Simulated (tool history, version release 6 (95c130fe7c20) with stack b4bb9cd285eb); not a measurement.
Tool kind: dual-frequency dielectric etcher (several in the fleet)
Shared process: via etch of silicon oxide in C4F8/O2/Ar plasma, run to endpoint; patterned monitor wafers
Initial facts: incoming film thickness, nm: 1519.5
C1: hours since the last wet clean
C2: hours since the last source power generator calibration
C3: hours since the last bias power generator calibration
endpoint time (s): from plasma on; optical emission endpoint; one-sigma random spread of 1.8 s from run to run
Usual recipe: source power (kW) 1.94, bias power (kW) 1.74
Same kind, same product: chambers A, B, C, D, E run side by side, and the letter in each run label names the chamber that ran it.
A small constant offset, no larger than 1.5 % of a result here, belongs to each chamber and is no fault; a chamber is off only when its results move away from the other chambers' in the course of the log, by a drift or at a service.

-- hour=7.6 chamber D: wet clean of the chamber
run 1B hour=8.5 | source_power_(kW)=1.94 bias_power_(kW)=1.74 | C1=69.6 C2=693.1 C3=964.6 | endpoint_time_(s)=311.74
run 2E hour=12.8 | source_power_(kW)=1.94 bias_power_(kW)=1.74 | C1=424.4 C2=505.1 C3=1534 | endpoint_time_(s)=310.76
run 3C hour=21.7 | source_power_(kW)=1.94 bias_power_(kW)=1.74 | C1=83.2 C2=1568.3 C3=683.7 | endpoint_time_(s)=314.44
run 4D hour=27.4 | source_power_(kW)=1.94 bias_power_(kW)=1.74 | C1=19.9 C2=413.4 C3=1896.5 | endpoint_time_(s)=312.42
run 5A hour=36.6 | source_power_(kW)=1.94 bias_power_(kW)=1.74 | C1=266.1 C2=345.8 C3=4381.2 | endpoint_time_(s)=316.95
run 6C hour=46 | source_power_(kW)=1.94 bias_power_(kW)=1.74 | C1=107.5 C2=1592.6 C3=708 | endpoint_time_(s)=313.66
run 7D hour=51.7 | source_power_(kW)=1.94 bias_power_(kW)=1.74 | C1=44.2 C2=437.7 C3=1920.8 | endpoint_time_(s)=316.61
run 8B hour=59.5 | source_power_(kW)=1.94 bias_power_(kW)=1.74 | C1=120.6 C2=744.1 C3=1015.6 | endpoint_time_(s)=310.56
run 9E hour=64.2 | source_power_(kW)=1.94 bias_power_(kW)=1.74 | C1=475.8 C2=556.5 C3=1585.4 | endpoint_time_(s)=312.03
run 10A hour=72.6 | source_power_(kW)=1.94 bias_power_(kW)=1.74 | C1=302.1 C2=381.8 C3=4417.2 | endpoint_time_(s)=319.95
run 11A hour=81.6 | source_power_(kW)=2.3 bias_power_(kW)=1.74 | C1=311.1 C2=390.8 C3=4426.2 | endpoint_time_(s)=296.24
run 12B hour=88.6 | source_power_(kW)=2.3 bias_power_(kW)=1.74 | C1=149.7 C2=773.2 C3=1044.7 | endpoint_time_(s)=293.86
run 13E hour=95.6 | source_power_(kW)=2.3 bias_power_(kW)=1.74 | C1=507.2 C2=587.9 C3=1616.8 | endpoint_time_(s)=296.24
-- hour=97 chamber A: bias power generator calibrated
run 14D hour=102 | source_power_(kW)=2.3 bias_power_(kW)=1.74 | C1=94.5 C2=488 C3=1971.1 | endpoint_time_(s)=293.76
run 15C hour=110.8 | source_power_(kW)=2.3 bias_power_(kW)=1.74 | C1=172.3 C2=1657.4 C3=772.8 | endpoint_time_(s)=292.58
run 16A hour=116.7 | source_power_(kW)=1.94 bias_power_(kW)=1.74 | C1=346.2 C2=425.9 C3=19.7 | endpoint_time_(s)=318.35
run 17B hour=124.7 | source_power_(kW)=1.94 bias_power_(kW)=1.74 | C1=185.8 C2=809.3 C3=1080.8 | endpoint_time_(s)=313.3
-- hour=126.8 chamber E: wet clean of the chamber
run 18E hour=129 | source_power_(kW)=1.94 bias_power_(kW)=1.74 | C1=2.2 C2=621.3 C3=1650.2 | endpoint_time_(s)=311.73
run 19D hour=133.3 | source_power_(kW)=1.94 bias_power_(kW)=1.74 | C1=125.8 C2=519.3 C3=2002.4 | endpoint_time_(s)=317.74
run 20C hour=142.1 | source_power_(kW)=1.94 bias_power_(kW)=1.74 | C1=203.6 C2=1688.7 C3=804.1 | endpoint_time_(s)=311.76
run 21D hour=148.4 | source_power_(kW)=1.94 bias_power_(kW)=1.74 | C1=140.9 C2=534.4 C3=2017.5 | endpoint_time_(s)=316.36
run 22E hour=157.1 | source_power_(kW)=2.23 bias_power_(kW)=1.315 | C1=30.3 C2=649.4 C3=1678.3 | endpoint_time_(s)=317.47
run 23A hour=164.1 | source_power_(kW)=2.23 bias_power_(kW)=1.315 | C1=393.6 C2=473.3 C3=67.1 | endpoint_time_(s)=321.31
run 24C hour=169.2 | source_power_(kW)=2.23 bias_power_(kW)=1.315 | C1=230.7 C2=1715.8 C3=831.2 | endpoint_time_(s)=320.7
run 25B hour=178.5 | source_power_(kW)=2.23 bias_power_(kW)=1.315 | C1=239.6 C2=863.1 C3=1134.6 | endpoint_time_(s)=314.47
run 26E hour=184.7 | source_power_(kW)=2.23 bias_power_(kW)=1.315 | C1=57.9 C2=677 C3=1705.9 | endpoint_time_(s)=319.1
run 27C hour=189.2 | source_power_(kW)=1.94 bias_power_(kW)=1.74 | C1=250.7 C2=1735.8 C3=851.2 | endpoint_time_(s)=317.48
run 28D hour=197 | source_power_(kW)=1.59 bias_power_(kW)=2.04 | C1=189.5 C2=583 C3=2066.1 | endpoint_time_(s)=323.2
run 29B hour=204.9 | source_power_(kW)=1.59 bias_power_(kW)=2.04 | C1=266 C2=889.5 C3=1161 | endpoint_time_(s)=323.48
run 30A hour=214.4 | source_power_(kW)=1.59 bias_power_(kW)=2.04 | C1=443.9 C2=523.6 C3=117.4 | endpoint_time_(s)=325.46
-- hour=217.3 chamber A: wet clean of the chamber
run 31D hour=221.8 | source_power_(kW)=1.59 bias_power_(kW)=2.04 | C1=214.3 C2=607.8 C3=2090.9 | endpoint_time_(s)=327.26
run 32B hour=229.4 | source_power_(kW)=1.59 bias_power_(kW)=2.04 | C1=290.5 C2=914 C3=1185.5 | endpoint_time_(s)=320.55
run 33C hour=238.8 | source_power_(kW)=1.94 bias_power_(kW)=1.74 | C1=300.3 C2=1785.4 C3=900.8 | endpoint_time_(s)=317.08
run 34E hour=247.7 | source_power_(kW)=1.94 bias_power_(kW)=1.74 | C1=120.9 C2=740 C3=1768.9 | endpoint_time_(s)=314.57
run 35A hour=254.3 | source_power_(kW)=1.94 bias_power_(kW)=1.74 | C1=37 C2=563.5 C3=157.3 | endpoint_time_(s)=314.87
run 36B hour=260.9 | source_power_(kW)=2.19 bias_power_(kW)=1.74 | C1=322 C2=945.5 C3=1217 | endpoint_time_(s)=295.57

Predict what each chamber gives when all 5 of them run the settings below next.
run 37A hour=267.7 | source_power_(kW)=2.38 bias_power_(kW)=1.74 | endpoint_time_(s)=?
run 37B hour=267.7 | source_power_(kW)=2.38 bias_power_(kW)=1.74 | endpoint_time_(s)=?
run 37C hour=267.7 | source_power_(kW)=2.38 bias_power_(kW)=1.74 | endpoint_time_(s)=?
run 37D hour=267.7 | source_power_(kW)=2.38 bias_power_(kW)=1.74 | endpoint_time_(s)=?
run 37E hour=267.7 | source_power_(kW)=2.38 bias_power_(kW)=1.74 | endpoint_time_(s)=?

run=37A endpoint_time_(s)=293.29
run=37B endpoint_time_(s)=285.93
run=37C endpoint_time_(s)=292.97
run=37D endpoint_time_(s)=290.24
run=37E endpoint_time_(s)=289.81
